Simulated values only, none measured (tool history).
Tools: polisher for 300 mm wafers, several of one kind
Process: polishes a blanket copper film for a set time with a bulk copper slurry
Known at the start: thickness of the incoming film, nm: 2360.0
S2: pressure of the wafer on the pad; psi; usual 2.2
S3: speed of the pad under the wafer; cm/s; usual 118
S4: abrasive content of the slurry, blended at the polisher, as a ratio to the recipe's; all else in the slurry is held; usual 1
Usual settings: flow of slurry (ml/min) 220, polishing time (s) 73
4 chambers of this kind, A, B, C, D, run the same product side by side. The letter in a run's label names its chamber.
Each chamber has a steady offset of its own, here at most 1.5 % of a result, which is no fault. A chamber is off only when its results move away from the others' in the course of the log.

At hour 9.7: chamber B: slurry blender recalibrated.
Run 1A, hour 9.7: usual settings. Result: film removed (Å) 5305.9.
At hour 12.8: chamber B: worn pad replaced by a new one.
Run 2D, hour 21.5: usual settings. Result: film removed (Å) 5333.3.
At hour 25.2: chamber D: slurry nozzle cleaned.
Run 3B, hour 36.4: usual settings. Result: film removed (Å) 5317.6.
Run 4C, hour 50.5: usual settings. Result: film removed (Å) 5226.2.
At hour 51.8: chamber A: slurry blender recalibrated.
At hour 56.0: chamber C: worn pad replaced by a new one.
Run 5B, hour 60.7: usual settings. Result: film removed (Å) 5284.9.
At hour 64.3: chamber D: worn pad replaced by a new one.
At hour 65.1: chamber B: worn pad replaced by a new one.
Run 6D, hour 73.9: usual settings. Result: film removed (Å) 5242.6.
At hour 78.3: chamber A: worn pad replaced by a new one.
Run 7C, hour 81.7: usual settings but S3 132 cm/s. Result: film removed (Å) 5773.2.
Run 8A, hour 90.2: usual settings but S3 132 cm/s. Result: film removed (Å) 6015.9.
At hour 96.8: chamber B: slurry nozzle cleaned.
Run 9B, hour 99.5: usual settings but S3 132 cm/s. Result: film removed (Å) 5950.6.
Run 10A, hour 107.2: usual settings but S3 132 cm/s. Result: film removed (Å) 5971.8.
At hour 114.2: chamber B: worn pad replaced by a new one.
Run 11C, hour 121.8: usual settings but S3 136 cm/s, polishing time (s) 89. Result: film removed (Å) 7326.3.
At hour 124.3: chamber B: slurry blender recalibrated.
At hour 126.5: chamber C: worn pad replaced by a new one.
Run 12D, hour 130.0: usual settings but S3 136 cm/s, polishing time (s) 89. Result: film removed (Å) 7491.7.
At hour 134.9: chamber D: worn pad replaced by a new one.
At hour 141.9: chamber A: slurry blender recalibrated.
Run 13B, hour 142.5: usual settings but S3 136 cm/s, polishing time (s) 89. Result: film removed (Å) 7379.2.
Run 14A, hour 150.1: usual settings but S3 136 cm/s, polishing time (s) 89. Result: film removed (Å) 7417.7.
At hour 151.7: chamber A: head pressure recalibrated.
At hour 154.3: chamber C: head pressure recalibrated.
Run 15C, hour 162.3: usual settings. Result: film removed (Å) 5309.4.
At hour 164.5: chamber A: worn pad replaced by a new one.
At hour 166.7: chamber B: worn pad replaced by a new one.
Run 16D, hour 174.1: usual settings. Result: film removed (Å) 5338.8.
Run 17B, hour 183.8: usual settings. Result: film removed (Å) 5123.8.
Run 18A, hour 192.4: usual settings. Result: film removed (Å) 5210.9.
At hour 196.2: chamber D: worn pad replaced by a new one.
At hour 202.2: chamber C: worn pad replaced by a new one.
Run 19C, hour 206.7: usual settings. Result: film removed (Å) 5266.8.
Run 20D, hour 217.4: usual settings. Result: film removed (Å) 5238.6.
At hour 217.7: chamber B: slurry blender recalibrated.
At hour 219.9: chamber B: worn pad replaced by a new one.
Run 21C, hour 227.7: usual settings. Result: film removed (Å) 5241.9.
Run 22D, hour 234.4: usual settings. Result: film removed (Å) 5328.9.
Run 23B, hour 242.1: usual settings. Result: film removed (Å) 5338.3.
At hour 249.6: chamber A: slurry blender recalibrated.
Run 24A, hour 255.5: usual settings. Result: film removed (Å) 5204.6.

All 4 chambers run these settings next. Forecast each chamber's results:
Run 25A, hour 266.6: usual settings. Result: film removed (Å) ?.
Run 25B, hour 266.6: usual settings. Result: film removed (Å) ?.
Run 25C, hour 266.6: usual settings. Result: film removed (Å) ?.
Run 25D, hour 266.6: usual settings. Result: film removed (Å) ?.

run  film removed (Å)
25A            5406.5
25B            5174.6
25C            5230.1
25D            5420.5

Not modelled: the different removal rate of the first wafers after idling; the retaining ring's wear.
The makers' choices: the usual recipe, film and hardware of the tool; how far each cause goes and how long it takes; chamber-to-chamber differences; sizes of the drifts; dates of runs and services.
